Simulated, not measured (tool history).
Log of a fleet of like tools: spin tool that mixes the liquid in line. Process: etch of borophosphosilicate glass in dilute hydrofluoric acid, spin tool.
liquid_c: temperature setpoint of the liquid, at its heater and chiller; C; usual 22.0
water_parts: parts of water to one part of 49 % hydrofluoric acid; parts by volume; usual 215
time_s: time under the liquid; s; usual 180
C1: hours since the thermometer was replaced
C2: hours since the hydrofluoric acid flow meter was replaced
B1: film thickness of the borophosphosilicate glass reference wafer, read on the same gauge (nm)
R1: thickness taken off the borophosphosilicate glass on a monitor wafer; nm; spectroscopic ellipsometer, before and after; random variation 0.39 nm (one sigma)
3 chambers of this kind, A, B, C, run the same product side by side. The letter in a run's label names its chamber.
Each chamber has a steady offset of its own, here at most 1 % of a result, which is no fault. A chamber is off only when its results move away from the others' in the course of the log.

Run 1C, hour 4.3: usual settings; C1 477.2; C2 1212.1; B1 140.00. Result: R1 41.851 nm.
Run 2A, hour 9.9: usual settings; C1 295.3; C2 528.7; B1 140.02. Result: R1 41.901 nm.
Run 3B, hour 14.9: usual settings; C1 805.3; C2 87.5; B1 140.01. Result: R1 42.094 nm.
Run 4A, hour 19.1: usual settings; C1 304.5; C2 537.9; B1 140.01. Result: R1 42.122 nm.
Run 5B, hour 22.2: usual settings; C1 812.6; C2 94.8; B1 140.02. Result: R1 42.595 nm.
Run 6C, hour 27.9: usual settings but time_s 115 s; C1 500.8; C2 1235.7; B1 140.02. Result: R1 27.613 nm.
Run 7B, hour 31.1: usual settings but time_s 115 s; C1 821.5; C2 103.7; B1 139.99. Result: R1 26.633 nm.
Run 8C, hour 35.2: usual settings but time_s 115 s; C1 508.1; C2 1243.0; B1 140.00. Result: R1 27.090 nm.
Run 9A, hour 39.2: usual settings; C1 324.6; C2 558.0; B1 139.97. Result: R1 41.607 nm.
Run 10A, hour 44.2: usual settings but liquid_c 26.0 C, water_parts 180 parts by volume; C1 329.6; C2 563.0; B1 140.03. Result: R1 61.629 nm.
Run 11B, hour 47.0: usual settings but liquid_c 26.0 C, water_parts 180 parts by volume; C1 837.4; C2 119.6; B1 139.97. Result: R1 60.766 nm.
Run 12C, hour 50.8: usual settings but liquid_c 26.0 C, water_parts 180 parts by volume; C1 523.7; C2 1258.6; B1 139.97. Result: R1 61.924 nm.
Run 13C, hour 55.1: usual settings but liquid_c 23.5 C; C1 528.0; C2 1262.9; B1 139.99. Result: R1 45.326 nm.
Run 14B, hour 59.4: usual settings but liquid_c 23.5 C; C1 849.8; C2 132.0; B1 139.97. Result: R1 43.964 nm.
Run 15A, hour 64.0: usual settings but liquid_c 23.5 C; C1 349.4; C2 582.8; B1 140.02. Result: R1 46.680 nm.
Run 16B, hour 69.5: usual settings; C1 859.9; C2 142.1; B1 139.97. Result: R1 42.239 nm.
Run 17C, hour 74.3: usual settings; C1 547.2; C2 1282.1; B1 140.04. Result: R1 42.683 nm.
Run 18A, hour 76.9: usual settings; C1 362.3; C2 595.7; B1 139.98. Result: R1 44.518 nm.
Run 19C, hour 80.5: usual settings; C1 553.4; C2 1288.3; B1 140.03. Result: R1 42.081 nm.
Run 20B, hour 83.9: usual settings; C1 874.3; C2 156.5; B1 139.98. Result: R1 41.843 nm.
Run 21A, hour 86.5: usual settings; C1 371.9; C2 605.3; B1 140.02. Result: R1 45.915 nm.
Run 22A, hour 91.6: usual settings; C1 377.0; C2 610.4; B1 139.99. Result: R1 45.399 nm.
Run 23B, hour 94.1: usual settings; C1 884.5; C2 166.7; B1 140.00. Result: R1 41.909 nm.
Run 24C, hour 98.9: usual settings; C1 571.8; C2 1306.7; B1 139.96. Result: R1 42.435 nm.
Run 25C, hour 101.5: usual settings; C1 574.4; C2 1309.3; B1 139.94. Result: R1 43.014 nm.

Next, every chamber runs the same settings. What will each give?
Run 26A, hour 105.6: usual settings. Result: R1 ?.
Run 26B, hour 105.6: usual settings. Result: R1 ?.
Run 26C, hour 105.6: usual settings. Result: R1 ?.

run      R1
26A  47.222
26B  42.406
26C  42.461
